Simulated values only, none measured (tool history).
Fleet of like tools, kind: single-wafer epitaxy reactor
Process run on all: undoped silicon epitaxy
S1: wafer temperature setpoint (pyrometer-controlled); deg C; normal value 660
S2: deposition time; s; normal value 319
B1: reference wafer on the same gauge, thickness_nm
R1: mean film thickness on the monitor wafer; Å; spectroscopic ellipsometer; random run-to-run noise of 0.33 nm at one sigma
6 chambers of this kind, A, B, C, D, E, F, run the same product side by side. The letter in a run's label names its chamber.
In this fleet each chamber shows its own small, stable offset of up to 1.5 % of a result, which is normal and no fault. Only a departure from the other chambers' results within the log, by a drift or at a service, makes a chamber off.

run,hour,S1,S2,B1,R1
1B,6.8,660,319,72.386,667.77
2A,18.5,660,319,72.479,667.36
3F,28.1,660,319,72.465,662.93
4C,35.1,660,319,72.437,663.71
5D,45.7,660,319,72.435,669.55
6E,52.9,660,319,72.483,648.90
7C,59.7,660,319,72.533,659.24
8B,66.1,660,319,72.436,667.34
9F,71.8,660,319,72.562,663.84
10A,79.0,646,269,72.608,412.99
11D,90.2,646,269,72.444,417.10
12E,97.7,646,269,72.515,410.66
13D,109.3,646,269,72.435,418.29
14E,120.4,646,269,72.605,413.28
15B,130.6,646,269,72.520,419.31
16C,139.0,660,319,72.453,663.67
17A,145.0,660,319,72.504,665.18
18F,155.4,660,319,72.397,659.99
19D,160.8,670,319,72.511,830.46
20F,167.8,670,319,72.421,817.36
21E,179.3,670,319,72.536,810.91
22B,190.9,670,319,72.479,824.12
23C,197.8,670,319,72.595,818.45
24A,208.0,670,319,72.551,820.65
25E,216.2,660,319,72.391,647.58
26F,225.1,660,319,72.600,665.10
27A,235.4,673,362,72.444,990.94
28B,242.2,673,362,72.456,989.70
29C,248.8,673,362,72.539,983.21
30D,259.9,673,362,72.595,995.83
31F,271.3,673,362,72.472,994.11
32E,282.4,673,362,72.530,966.29
# hour 286.8: chamber B: pyrometer calibrated
33B,290.0,660,319,72.497,668.26
34D,295.0,660,319,72.498,669.07
35C,301.7,660,319,72.455,661.01
36A,312.0,654,319,72.477,584.35
37E,320.5,654,319,72.535,581.35
38D,330.2,654,319,72.508,591.39
39C,336.1,654,319,72.545,580.56
40F,342.5,654,319,72.541,582.89

Next, every chamber runs the same settings. What will each give?
41A,350.8,660,376,,?
41B,350.8,660,376,,?
41C,350.8,660,376,,?
41D,350.8,660,376,,?
41E,350.8,660,376,,?
41F,350.8,660,376,,?

run,R1
41A,779.50
41B,791.28
41C,778.00
41D,789.85
41E,772.34
41F,784.96

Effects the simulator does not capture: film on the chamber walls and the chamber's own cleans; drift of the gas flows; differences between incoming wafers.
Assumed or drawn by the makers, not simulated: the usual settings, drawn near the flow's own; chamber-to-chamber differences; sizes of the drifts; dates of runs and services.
